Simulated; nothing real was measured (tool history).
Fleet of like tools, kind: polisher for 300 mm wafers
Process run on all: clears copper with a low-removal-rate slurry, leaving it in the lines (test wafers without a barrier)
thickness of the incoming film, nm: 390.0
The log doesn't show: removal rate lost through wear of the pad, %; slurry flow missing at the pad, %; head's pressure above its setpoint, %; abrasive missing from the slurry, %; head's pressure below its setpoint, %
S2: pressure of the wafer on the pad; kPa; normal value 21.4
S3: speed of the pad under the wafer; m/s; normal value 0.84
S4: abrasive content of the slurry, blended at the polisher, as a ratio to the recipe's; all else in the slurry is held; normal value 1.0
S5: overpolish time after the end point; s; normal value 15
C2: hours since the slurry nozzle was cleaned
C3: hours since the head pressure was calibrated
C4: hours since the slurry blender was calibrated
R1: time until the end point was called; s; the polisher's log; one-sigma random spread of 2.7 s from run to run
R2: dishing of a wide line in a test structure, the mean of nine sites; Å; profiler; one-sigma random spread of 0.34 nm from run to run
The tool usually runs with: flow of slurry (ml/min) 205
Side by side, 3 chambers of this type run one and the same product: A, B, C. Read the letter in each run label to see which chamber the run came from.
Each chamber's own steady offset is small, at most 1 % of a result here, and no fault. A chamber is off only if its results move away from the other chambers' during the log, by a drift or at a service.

{"run": "1B", "hour": 10.2, "flow of slurry (ml/min)": 205, "S2": 21.4, "S3": 0.84, "S4": 1.0, "S5": 15, "wafers polished on this pad": 1214, "C2": 57.4, "C3": 69.3, "C4": 207.8, "R1": 157.81, "R2": 242.27}
{"run": "2A", "hour": 22.3, "flow of slurry (ml/min)": 205, "S2": 21.4, "S3": 0.84, "S4": 1.0, "S5": 15, "wafers polished on this pad": 627, "C2": 100.2, "C3": 417.9, "C4": 203.3, "R1": 164.27, "R2": 237.4}
{"run": "3C", "hour": 30.5, "flow of slurry (ml/min)": 205, "S2": 21.4, "S3": 0.84, "S4": 1.0, "S5": 15, "wafers polished on this pad": 773, "C2": 292.1, "C3": 281.5, "C4": 97.5, "R1": 158.39, "R2": 237.14}
{"hour": 33.9, "done": "chamber C: slurry blender recalibrated"}
{"run": "4B", "hour": 40.4, "flow of slurry (ml/min)": 205, "S2": 21.4, "S3": 0.84, "S4": 1.0, "S5": 15, "wafers polished on this pad": 1329, "C2": 87.6, "C3": 99.5, "C4": 238.0, "R1": 157.29, "R2": 240.03}
{"hour": 52.4, "done": "chamber A: worn pad replaced by a new one"}
{"run": "5A", "hour": 52.4, "flow of slurry (ml/min)": 205, "S2": 21.4, "S3": 0.84, "S4": 1.0, "S5": 15, "wafers polished on this pad": 0, "C2": 130.3, "C3": 448.0, "C4": 233.4, "R1": 156.12, "R2": 238.49}
{"run": "6C", "hour": 60.8, "flow of slurry (ml/min)": 205, "S2": 21.4, "S3": 0.84, "S4": 1.0, "S5": 15, "wafers polished on this pad": 889, "C2": 322.4, "C3": 311.8, "C4": 27.0, "R1": 162.82, "R2": 239.86}
{"run": "7A", "hour": 68.6, "flow of slurry (ml/min)": 205, "S2": 21.4, "S3": 0.84, "S4": 1.0, "S5": 15, "wafers polished on this pad": 61, "C2": 146.5, "C3": 464.2, "C4": 249.6, "R1": 166.11, "R2": 238.35}
{"run": "8B", "hour": 75.0, "flow of slurry (ml/min)": 205, "S2": 21.4, "S3": 0.84, "S4": 1.0, "S5": 15, "wafers polished on this pad": 1461, "C2": 122.2, "C3": 134.1, "C4": 272.6, "R1": 159.95, "R2": 241.95}
{"run": "9C", "hour": 83.6, "flow of slurry (ml/min)": 205, "S2": 21.4, "S3": 0.58, "S4": 0.7, "S5": 15, "wafers polished on this pad": 975, "C2": 345.2, "C3": 334.6, "C4": 49.8, "R1": 252.67, "R2": 165.78}
{"hour": 84.7, "done": "chamber A: slurry blender recalibrated"}
{"hour": 90.4, "done": "chamber B: worn pad replaced by a new one"}
{"run": "10C", "hour": 93.6, "flow of slurry (ml/min)": 205, "S2": 21.4, "S3": 0.58, "S4": 0.7, "S5": 15, "wafers polished on this pad": 1014, "C2": 355.2, "C3": 344.6, "C4": 59.8, "R1": 250.71, "R2": 162.76}
{"hour": 97.7, "done": "chamber B: slurry blender recalibrated"}
{"hour": 99.3, "done": "chamber C: slurry nozzle cleaned"}
{"run": "11B", "hour": 106.4, "flow of slurry (ml/min)": 205, "S2": 21.4, "S3": 0.58, "S4": 0.7, "S5": 15, "wafers polished on this pad": 61, "C2": 153.6, "C3": 165.5, "C4": 8.7, "R1": 245.0, "R2": 166.89}
{"run": "12A", "hour": 118.1, "flow of slurry (ml/min)": 205, "S2": 21.4, "S3": 0.84, "S4": 1.0, "S5": 15, "wafers polished on this pad": 250, "C2": 196.0, "C3": 513.7, "C4": 33.4, "R1": 159.21, "R2": 243.66}
{"run": "13C", "hour": 124.8, "flow of slurry (ml/min)": 205, "S2": 21.4, "S3": 0.84, "S4": 1.0, "S5": 15, "wafers polished on this pad": 1132, "C2": 25.6, "C3": 375.8, "C4": 91.0, "R1": 168.09, "R2": 232.49}
{"hour": 130.2, "done": "chamber C: slurry blender recalibrated"}
{"run": "14A", "hour": 136.2, "flow of slurry (ml/min)": 205, "S2": 21.4, "S3": 0.84, "S4": 1.0, "S5": 15, "wafers polished on this pad": 319, "C2": 214.1, "C3": 531.8, "C4": 51.5, "R1": 156.72, "R2": 238.68}
{"run": "15B", "hour": 149.2, "flow of slurry (ml/min)": 205, "S2": 21.4, "S3": 0.84, "S4": 1.0, "S5": 15, "wafers polished on this pad": 224, "C2": 196.4, "C3": 208.3, "C4": 51.5, "R1": 163.27, "R2": 242.67}
{"run": "16C", "hour": 158.3, "flow of slurry (ml/min)": 205, "S2": 21.4, "S3": 0.84, "S4": 1.0, "S5": 15, "wafers polished on this pad": 1260, "C2": 59.1, "C3": 409.3, "C4": 28.1, "R1": 166.52, "R2": 237.31}
{"hour": 164.3, "done": "chamber C: worn pad replaced by a new one"}
{"run": "17B", "hour": 171.3, "flow of slurry (ml/min)": 205, "S2": 21.4, "S3": 0.84, "S4": 1.0, "S5": 15, "wafers polished on this pad": 308, "C2": 218.5, "C3": 230.4, "C4": 73.6, "R1": 158.01, "R2": 248.46}
{"run": "18A", "hour": 183.8, "flow of slurry (ml/min)": 205, "S2": 15.9, "S3": 0.84, "S4": 1.0, "S5": 11, "wafers polished on this pad": 500, "C2": 261.7, "C3": 579.4, "C4": 99.1, "R1": 213.52, "R2": 142.17}
{"run": "19A", "hour": 193.7, "flow of slurry (ml/min)": 205, "S2": 15.9, "S3": 0.84, "S4": 1.0, "S5": 11, "wafers polished on this pad": 538, "C2": 271.6, "C3": 589.3, "C4": 109.0, "R1": 213.21, "R2": 142.75}
{"run": "20C", "hour": 206.0, "flow of slurry (ml/min)": 205, "S2": 15.9, "S3": 0.84, "S4": 1.0, "S5": 11, "wafers polished on this pad": 159, "C2": 106.8, "C3": 457.0, "C4": 75.8, "R1": 243.24, "R2": 128.05}
{"run": "21B", "hour": 213.9, "flow of slurry (ml/min)": 205, "S2": 21.4, "S3": 0.84, "S4": 1.0, "S5": 15, "wafers polished on this pad": 470, "C2": 261.1, "C3": 273.0, "C4": 116.2, "R1": 159.23, "R2": 238.18}

Which is it: a chamber that has drifted or been left off by a service, a gauge drift common to all chambers, or only each chamber's usual small offset? If a chamber is off, name it and its likeliest cause.

One chamber, C, drifts off from the rest bit by bit.
Most likely cause: head's pressure below its setpoint, % = 11.8.

Here are 4 candidates for chamber C's next run, each the usual settings with a change, their results left as question marks. Which one brings its results back in line with what the others give on the usual settings?
Counts as in line when no further than this from what the other chambers average on the usual settings: R1 9.60 s; R2 12.00 Å
{"run": "22C-1", "hour": 223.4, "flow of slurry (ml/min)": 205, "S2": 19.3, "S3": 0.76, "S4": 1.0, "S5": 15, "R1": "?", "R2": "?"}
{"run": "22C-2", "hour": 223.4, "flow of slurry (ml/min)": 205, "S2": 22.8, "S3": 0.88, "S4": 1.0, "S5": 15, "R1": "?", "R2": "?"}
{"run": "22C-3", "hour": 223.4, "flow of slurry (ml/min)": 205, "S2": 20.0, "S3": 0.8, "S4": 1.0, "S5": 15, "R1": "?", "R2": "?"}
{"run": "22C-4", "hour": 223.4, "flow of slurry (ml/min)": 210, "S2": 23.4, "S3": 0.94, "S4": 1.0, "S5": 15, "R1": "?", "R2": "?"}

Average result of the remaining chambers running the usual settings: R1 161.07 s; R2 240.99 Å
run=22C-1 R1=220.05 R2=183.11
run=22C-2 R1=160.77 R2=239.77
run=22C-3 R1=201.64 R2=197.54
run=22C-4 R1=145.49 R2=260.27
22C-2 brings the chamber back in line.
